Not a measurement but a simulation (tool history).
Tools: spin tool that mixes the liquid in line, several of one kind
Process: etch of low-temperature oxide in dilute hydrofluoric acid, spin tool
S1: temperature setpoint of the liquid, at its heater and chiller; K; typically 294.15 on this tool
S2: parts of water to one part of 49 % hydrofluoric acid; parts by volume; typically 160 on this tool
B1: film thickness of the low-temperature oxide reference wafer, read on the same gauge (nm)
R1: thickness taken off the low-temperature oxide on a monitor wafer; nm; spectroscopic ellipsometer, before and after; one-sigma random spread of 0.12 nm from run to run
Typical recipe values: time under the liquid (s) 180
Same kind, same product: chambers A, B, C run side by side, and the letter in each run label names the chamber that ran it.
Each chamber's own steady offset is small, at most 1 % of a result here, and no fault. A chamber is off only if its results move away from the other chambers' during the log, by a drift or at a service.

Run 1A, day 0.200: usual settings; B1 49.965. Result: R1 24.891 nm.
Run 2C, day 0.438: usual settings; B1 50.006. Result: R1 24.850 nm.
Run 3B, day 0.725: usual settings; B1 49.975. Result: R1 24.904 nm.
Run 4C, day 0.942: usual settings; B1 49.968. Result: R1 24.912 nm.
Run 5B, day 1.221: usual settings; B1 50.009. Result: R1 24.778 nm.
Run 6A, day 1.533: usual settings; B1 50.013. Result: R1 24.976 nm.
Run 7A, day 1.871: usual settings; B1 50.003. Result: R1 25.141 nm.
Run 8B, day 2.079: usual settings; B1 49.999. Result: R1 25.082 nm.
Run 9C, day 2.433: usual settings; B1 50.008. Result: R1 25.125 nm.
Run 10C, day 2.758: usual settings; B1 49.983. Result: R1 24.887 nm.
Run 11A, day 2.946: usual settings; B1 49.993. Result: R1 24.825 nm.
Run 12B, day 3.296: usual settings; B1 49.981. Result: R1 24.817 nm.
Run 13B, day 3.475: usual settings; B1 49.983. Result: R1 24.970 nm.
Run 14A, day 3.783: usual settings; B1 50.019. Result: R1 24.906 nm.
Run 15C, day 4.092: usual settings; B1 49.978. Result: R1 24.888 nm.
Run 16B, day 4.421: usual settings; B1 50.009. Result: R1 25.002 nm.
Run 17C, day 4.600: usual settings; B1 49.993. Result: R1 24.892 nm.
Run 18A, day 4.900: usual settings; B1 49.999. Result: R1 24.517 nm.
Run 19A, day 5.179: usual settings; B1 49.980. Result: R1 24.368 nm.
Run 20B, day 5.475: usual settings; B1 50.021. Result: R1 24.999 nm.
Run 21C, day 5.817: usual settings but S1 298.65 K, S2 220 parts by volume; B1 49.986. Result: R1 20.187 nm.
Run 22A, day 6.146: usual settings but S1 298.65 K, S2 220 parts by volume; B1 49.994. Result: R1 19.473 nm.
Run 23B, day 6.500: usual settings but S1 298.65 K, S2 220 parts by volume; B1 50.003. Result: R1 20.093 nm.
Run 24C, day 6.767: usual settings; B1 50.011. Result: R1 24.836 nm.
Run 25C, day 6.971: usual settings; B1 49.976. Result: R1 25.022 nm.
Run 26A, day 7.183: usual settings; B1 50.007. Result: R1 24.213 nm.
Run 27B, day 7.425: usual settings; B1 49.991. Result: R1 24.670 nm.
Run 28B, day 7.738: usual settings; B1 49.978. Result: R1 24.811 nm.
Run 29C, day 8.075: usual settings; B1 50.009. Result: R1 25.021 nm.
Run 30A, day 8.342: usual settings; B1 50.011. Result: R1 23.655 nm.
Run 31A, day 8.608: usual settings but S2 190 parts by volume; B1 50.022. Result: R1 19.126 nm.

For the next run the whole fleet of 3 chambers uses the same settings. Give each chamber's results:
Run 32A, day 8.862: usual settings but time under the liquid (s) 230. Result: R1 ?.
Run 32B, day 8.862: usual settings but time under the liquid (s) 230. Result: R1 ?.
Run 32C, day 8.862: usual settings but time under the liquid (s) 230. Result: R1 ?.

run      R1
32A  30.079
32B  31.898
32C  31.895
